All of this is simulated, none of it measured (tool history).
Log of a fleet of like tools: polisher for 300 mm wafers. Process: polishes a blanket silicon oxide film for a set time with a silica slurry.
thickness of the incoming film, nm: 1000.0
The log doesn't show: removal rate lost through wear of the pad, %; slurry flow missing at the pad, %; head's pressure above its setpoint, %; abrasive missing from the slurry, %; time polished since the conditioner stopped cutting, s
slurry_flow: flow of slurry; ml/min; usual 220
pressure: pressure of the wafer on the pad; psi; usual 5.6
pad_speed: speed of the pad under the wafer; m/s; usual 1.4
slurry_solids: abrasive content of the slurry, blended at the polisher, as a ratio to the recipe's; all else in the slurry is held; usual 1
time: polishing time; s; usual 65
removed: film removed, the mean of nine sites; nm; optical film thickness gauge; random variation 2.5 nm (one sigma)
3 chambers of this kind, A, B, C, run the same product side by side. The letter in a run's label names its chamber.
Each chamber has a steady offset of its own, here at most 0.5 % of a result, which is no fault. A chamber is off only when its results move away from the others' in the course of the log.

run,day,slurry_flow,pressure,pad_speed,slurry_solids,time,wafers polished on this pad,hours since the slurry nozzle was cleaned,hours since the head pressure was calibrated,hours since the slurry blender was calibrated,hours since the conditioning disc was replaced,removed
1C,0.588,220,5.6,1.4,1,65,561,268.3,840.8,19.7,135.2,379.92
2A,1.096,220,5.6,1.4,1,65,398,81.3,952.1,206.7,58.2,375.49
# day 1.354: chamber B: conditioning disc replaced and pad reconditioned
# day 1.388: chamber B: worn pad replaced by a new one
3B,1.592,220,5.6,1.4,1,65,53,248.9,276.9,163.5,5.7,373.3
4C,2.179,220,5.6,1.4,1,65,977,306.5,879,57.9,173.4,373.14
# day 2.383: chamber C: conditioning disc replaced and pad reconditioned
# day 2.567: chamber B: slurry nozzle cleaned
5B,2.679,220,4.4,0.96,1,65,338,2.8,303,189.6,31.8,217.62
6A,3.225,220,4.4,0.96,1,65,955,132.4,1003.2,257.8,109.3,214.64
# day 3.542: chamber C: worn pad replaced by a new one
# day 3.633: chamber A: worn pad replaced by a new one
7A,3.762,220,4.4,0.96,1,65,34,145.3,1016.1,270.7,122.2,213.85
# day 3.867: chamber C: slurry nozzle cleaned
8B,4.088,220,5.6,1.4,1,65,706,36.6,336.8,223.4,65.6,373.16
9C,4.658,220,5.6,1.4,1,65,292,19.1,938.5,117.4,54.6,375.01
10C,5.146,220,5.6,1.4,1,65,419,30.8,950.2,129.1,66.3,372.3
# day 5.304: chamber B: worn pad replaced by a new one
11A,5.467,220,5.6,1.4,1,65,479,186.2,1057,311.6,163.1,370.03
# day 5.546: chamber B: slurry blender recalibrated
12B,5.896,220,5.6,1.4,1,65,155,80,380.2,8.5,109,376.89
13C,6.267,220,5.6,1.4,1.25,81,713,57.7,977.1,156,93.2,510.92
# day 6.762: chamber A: worn pad replaced by a new one
14B,6.783,220,5.6,1.4,1.25,81,388,101.3,401.5,29.8,130.3,516.79
15A,7.179,220,5.6,1.4,1.25,81,109,227.3,1098.1,352.7,204.2,513.11
# day 7.3: chamber A: head pressure recalibrated
16C,7.704,220,5.6,1.4,1,65,1089,92.2,1011.6,190.5,127.7,371.96
# day 7.908: chamber A: slurry blender recalibrated
17A,8.146,220,5.6,1.4,1,65,362,250.5,20.4,5.8,227.4,385.54
18B,8.583,220,5.6,1.4,1,65,859,144.5,444.7,73,173.5,373.18
# day 8.675: chamber C: conditioning disc replaced and pad reconditioned
# day 8.904: chamber B: worn pad replaced by a new one
19C,9.175,220,5.6,1.4,1,65,1474,127.5,1046.9,225.8,12,371.39
# day 9.512: chamber C: worn pad replaced by a new one
20B,9.708,220,5.6,1.4,1,65,211,171.5,471.7,100,200.5,379.61
21A,10.038,220,5.6,1.4,1,65,857,295.9,65.8,51.2,272.8,388.19
# day 10.388: chamber B: head pressure recalibrated
22B,10.575,220,5.6,1.4,1,65,437,192.3,4.6,120.8,221.3,373.09
# day 10.75: chamber A: worn pad replaced by a new one
23C,11.042,220,7.4,1.4,1,65,400,172.3,1091.7,270.6,56.8,490.36
24A,11.438,220,7.4,1.4,1,65,180,329.5,99.4,84.8,306.4,514.02
# day 11.921: chamber C: slurry blender recalibrated
# day 12.029: chamber B: worn pad replaced by a new one
25C,12.038,220,7.4,1.4,1,65,660,196.2,1115.6,2.9,80.7,490.3
# day 12.192: chamber B: slurry nozzle cleaned
26B,12.354,220,5.6,1.4,1,65,85,3.9,47.3,163.5,264,373.7
# day 12.708: chamber A: slurry nozzle cleaned
27A,12.867,220,5.6,1.4,1,65,554,3.9,133.7,119.1,340.7,388.58
28B,13.158,220,5.6,1.4,1,65,295,23.2,66.6,182.8,283.3,375.17
29C,13.675,220,5.6,1.4,1,85,1089,235.5,1154.9,42.2,120,488.76
30A,14.083,220,5.6,1.4,1,85,872,33.1,162.9,148.3,369.9,511.49
# day 14.183: chamber A: worn pad replaced by a new one
31B,14.404,220,5.6,1.4,1,85,621,53.1,96.5,212.7,313.2,490.44
# day 14.567: chamber C: worn pad replaced by a new one
# day 14.712: chamber B: conditioning disc replaced and pad reconditioned
# day 14.858: chamber C: conditioning disc replaced and pad reconditioned
32A,14.912,220,6.8,1.4,1,65,191,53,182.8,168.2,389.8,470.39
# day 15.275: chamber B: worn pad replaced by a new one
33C,15.496,220,6.8,1.4,1,65,243,279.2,1198.6,85.9,15.3,454.33
34A,15.992,220,6.8,1.4,1,65,474,78.9,208.7,194.1,415.7,469.5
35C,16.267,220,5.6,1.4,1,65,445,297.7,1217.1,104.4,33.8,373.69
36B,16.683,220,5.6,1.4,1,65,368,107.8,151.2,267.4,47.4,377.94
# day 17.175: chamber B: slurry blender recalibrated
37A,17.217,220,5.6,1.4,1,65,794,108.3,238.1,223.5,445.1,392.63
38C,17.712,220,5.6,1.4,1,65,823,332.4,1251.8,139.1,68.5,375.53
39B,18.217,220,5.6,1.4,1,65,770,144.6,188,25,84.2,377.55

Is one chamber off against the others, does the gauge drift, or is nothing wrong? If a chamber is off, say which, and what the likeliest cause is.

A service left chamber A off against the others.
Cause: head's pressure above its setpoint, % = 3.94.

Here are 4 candidates for chamber A's next run, each the usual settings with a change, their results left as question marks. Which one brings its results back in line with what the others give on the usual settings?
In line means no further than this from the other chambers' mean on the usual settings: removed 8.9 nm
40A-1,18.671,220,5.5,1.4,1,64,,,,,,?
40A-2,18.671,220,5.4,1.38,1,63,,,,,,?
40A-3,18.671,220,5.7,1.4,1,66,,,,,,?
40A-4,18.671,220,5.8,1.4,1,68,,,,,,?

The other chambers' mean on the usual settings: removed 373.5 nm
run,removed
40A-1,375.07
40A-2,358.18
40A-3,401.07
40A-4,420.58
40A-1 brings the chamber back in line.
